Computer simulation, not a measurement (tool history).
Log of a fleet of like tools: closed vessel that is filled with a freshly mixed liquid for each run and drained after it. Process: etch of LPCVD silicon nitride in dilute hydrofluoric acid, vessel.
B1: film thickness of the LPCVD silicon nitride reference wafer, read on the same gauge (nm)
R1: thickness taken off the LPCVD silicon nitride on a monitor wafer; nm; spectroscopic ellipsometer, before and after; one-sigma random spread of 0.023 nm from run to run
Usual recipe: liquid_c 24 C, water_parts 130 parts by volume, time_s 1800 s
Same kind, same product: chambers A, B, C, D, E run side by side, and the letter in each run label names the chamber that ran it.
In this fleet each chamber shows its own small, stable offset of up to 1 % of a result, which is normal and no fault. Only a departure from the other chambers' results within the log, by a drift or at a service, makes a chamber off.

Run 1A, hour 3.6: usual settings; B1 120.06. Result: R1 6.663 nm.
Run 2B, hour 6.7: usual settings; B1 120.01. Result: R1 6.6621 nm.
Run 3C, hour 9.5: usual settings; B1 120. Result: R1 6.6765 nm.
Run 4D, hour 14.3: usual settings; B1 120.01. Result: R1 6.767 nm.
Run 5E, hour 17.1: usual settings; B1 120. Result: R1 6.7862 nm.
Run 6D, hour 21.6: usual settings; B1 120.03. Result: R1 6.7896 nm.
At hour 25.3: chamber C: thermometer replaced.
Run 7C, hour 26.7: usual settings; B1 120.03. Result: R1 6.6983 nm.
Run 8B, hour 30: usual settings; B1 120.01. Result: R1 6.6705 nm.
Run 9E, hour 33.7: usual settings but liquid_c 21.5 C, time_s 2720 s; B1 119.96. Result: R1 8.68 nm.
Run 10A, hour 36.6: usual settings but liquid_c 21.5 C, time_s 2720 s; B1 120.01. Result: R1 8.5888 nm.
Run 11D, hour 39.4: usual settings but liquid_c 21.5 C, time_s 2720 s; B1 120.01. Result: R1 8.6579 nm.
Run 12A, hour 43.3: usual settings but liquid_c 21.5 C, time_s 2720 s; B1 120.04. Result: R1 8.6053 nm.
Run 13C, hour 47.1: usual settings but liquid_c 21.5 C, time_s 2720 s; B1 119.96. Result: R1 8.5895 nm.
Run 14B, hour 51: usual settings; B1 119.99. Result: R1 6.735 nm.
Run 15E, hour 54.6: usual settings; B1 119.96. Result: R1 6.7449 nm.
Run 16A, hour 58.8: usual settings; B1 119.99. Result: R1 6.7114 nm.
Run 17D, hour 63.3: usual settings; B1 119.97. Result: R1 6.7775 nm.
Run 18B, hour 67.2: usual settings; B1 119.97. Result: R1 6.7403 nm.
Run 19C, hour 69.6: usual settings; B1 119.95. Result: R1 6.7018 nm.
Run 20E, hour 74: usual settings; B1 119.98. Result: R1 6.7818 nm.
At hour 75.7: chamber D: thermometer replaced.
Run 21D, hour 77.8: usual settings; B1 119.99. Result: R1 6.7476 nm.
Run 22A, hour 83: usual settings; B1 120.04. Result: R1 6.6958 nm.
Run 23C, hour 86.7: usual settings; B1 119.94. Result: R1 6.6991 nm.
Run 24B, hour 92: usual settings; B1 120. Result: R1 6.8656 nm.
Run 25E, hour 95.5: usual settings; B1 119.99. Result: R1 6.7814 nm.
Run 26D, hour 98.9: usual settings; B1 119.98. Result: R1 6.7469 nm.
Run 27E, hour 103: usual settings; B1 120.04. Result: R1 6.776 nm.
Run 28C, hour 106.7: usual settings but time_s 2800 s; B1 119.93. Result: R1 10.429 nm.
Run 29A, hour 110.5: usual settings but time_s 2800 s; B1 120.01. Result: R1 10.373 nm.
At hour 113.5: chamber B: thermometer replaced.
Run 30B, hour 115.3: usual settings but time_s 2800 s; B1 119.93. Result: R1 10.738 nm.
Run 31D, hour 118.3: usual settings but time_s 2800 s; B1 119.98. Result: R1 10.504 nm.
Run 32E, hour 122.5: usual settings but time_s 2800 s; B1 120.05. Result: R1 10.527 nm.
Run 33A, hour 127.4: usual settings but time_s 745 s; B1 120.02. Result: R1 2.7586 nm.
Run 34B, hour 131: usual settings but time_s 745 s; B1 119.96. Result: R1 2.8666 nm.
Run 35C, hour 135.1: usual settings but time_s 745 s; B1 120. Result: R1 2.7771 nm.
Run 36D, hour 139.6: usual settings but time_s 745 s; B1 119.97. Result: R1 2.7924 nm.

Read the log: is a single chamber off, either drifting away or since a service, is the gauge that measures every chamber drifting, or is nothing wrong beyond small per-chamber offsets? Name any odd chamber and what most likely caused it.

One chamber, B, drifts off from the rest bit by bit.
What lies behind it: hydrofluoric acid flow above the setpoint (%) = 4.17.

Here are 4 candidates for chamber B's next run, each the usual settings with a change, their results left as question marks. Which one brings its results back in line with what the others give on the usual settings?
In line here means within this much of the mean the other chambers give on the usual settings: R1 0.08 nm
Run 37B-1, hour 143.5: usual settings but time_s 1750 s. Result: R1 ?.
Run 37B-2, hour 143.5: usual settings but time_s 1815 s. Result: R1 ?.
Run 37B-3, hour 143.5: usual settings but time_s 1780 s. Result: R1 ?.
Run 37B-4, hour 143.5: usual settings but liquid_c 24.5 C. Result: R1 ?.

The mean the other chambers reach with the usual settings: R1 6.7161 nm
  run      R1
37B-1  6.7494
37B-2       7
37B-3  6.8651
37B-4  7.1671
The right change is 37B-1: it brings the chamber back within the allowed miss of the others.
